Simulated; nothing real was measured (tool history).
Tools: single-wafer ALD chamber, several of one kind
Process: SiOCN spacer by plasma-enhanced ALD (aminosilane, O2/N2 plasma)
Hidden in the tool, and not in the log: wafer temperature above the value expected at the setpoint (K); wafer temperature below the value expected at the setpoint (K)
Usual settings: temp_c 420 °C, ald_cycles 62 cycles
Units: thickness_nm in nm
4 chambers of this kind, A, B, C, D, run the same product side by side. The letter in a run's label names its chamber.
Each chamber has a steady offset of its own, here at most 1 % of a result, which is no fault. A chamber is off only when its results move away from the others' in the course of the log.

run,day,temp_c,ald_cycles,hours since the last thermocouple change,"read-back reference wafer on the same gauge, thickness_nm",thickness_nm
1A,0.425,420,62,509.3,3.4795,3.5522
2B,1.062,420,62,1979.2,3.4779,3.5529
3D,1.400,420,62,1641.4,3.4823,3.5272
4C,1.912,420,62,2224.8,3.4791,3.5236
5C,2.550,420,62,2240.1,3.4802,3.5440
6B,3.117,420,62,2028.5,3.4814,3.5178
7D,3.471,420,62,1691.1,3.4831,3.4910
8A,4.062,414,69,596.6,3.4810,4.0135
9A,4.592,414,69,609.3,3.4827,4.0117
10B,5.142,414,69,2077.1,3.4832,3.9836
11D,5.667,414,69,1743.8,3.4772,4.0344
12C,5.950,420,62,2321.7,3.4767,3.5485
13C,6.417,420,69,2332.9,3.4777,3.9365
14A,6.967,420,69,666.3,3.4772,3.9104
15B,7.408,420,69,2131.5,3.4825,3.9775
16D,7.812,420,69,1795.3,3.4773,3.9220
17C,8.154,420,62,2374.6,3.4760,3.5242
18A,8.667,420,62,707.1,3.4777,3.5566
19B,9.075,420,62,2171.5,3.4802,3.5251
20D,9.633,420,62,1839.0,3.4806,3.5650
21A,10.225,420,62,744.5,3.4792,3.5536
22D,10.792,420,62,1866.8,3.4771,3.5129
23B,11.417,420,62,2227.7,3.4855,3.5454
24C,11.712,420,62,2460.0,3.4805,3.5654
25A,12.062,420,62,788.6,3.4744,3.5158
26D,12.442,420,62,1906.4,3.4793,3.5559
27C,12.992,420,62,2490.7,3.4807,3.5406
28B,13.471,409,62,2277.0,3.4793,3.6397
29A,13.821,409,62,830.8,3.4841,3.6424
30D,14.321,409,62,1951.5,3.4806,3.6240
31B,14.942,409,62,2312.3,3.4809,3.6589
32C,15.325,420,62,2546.7,3.4797,3.5234
33A,15.708,411,69,876.1,3.4868,4.0141

What goes on in this fleet: one chamber off, a drifting gauge, or nothing beyond the chambers' own small offsets? Name the chamber and the cause, if any.

No chamber stands off beyond its own small offset, and the gauge holds steady.
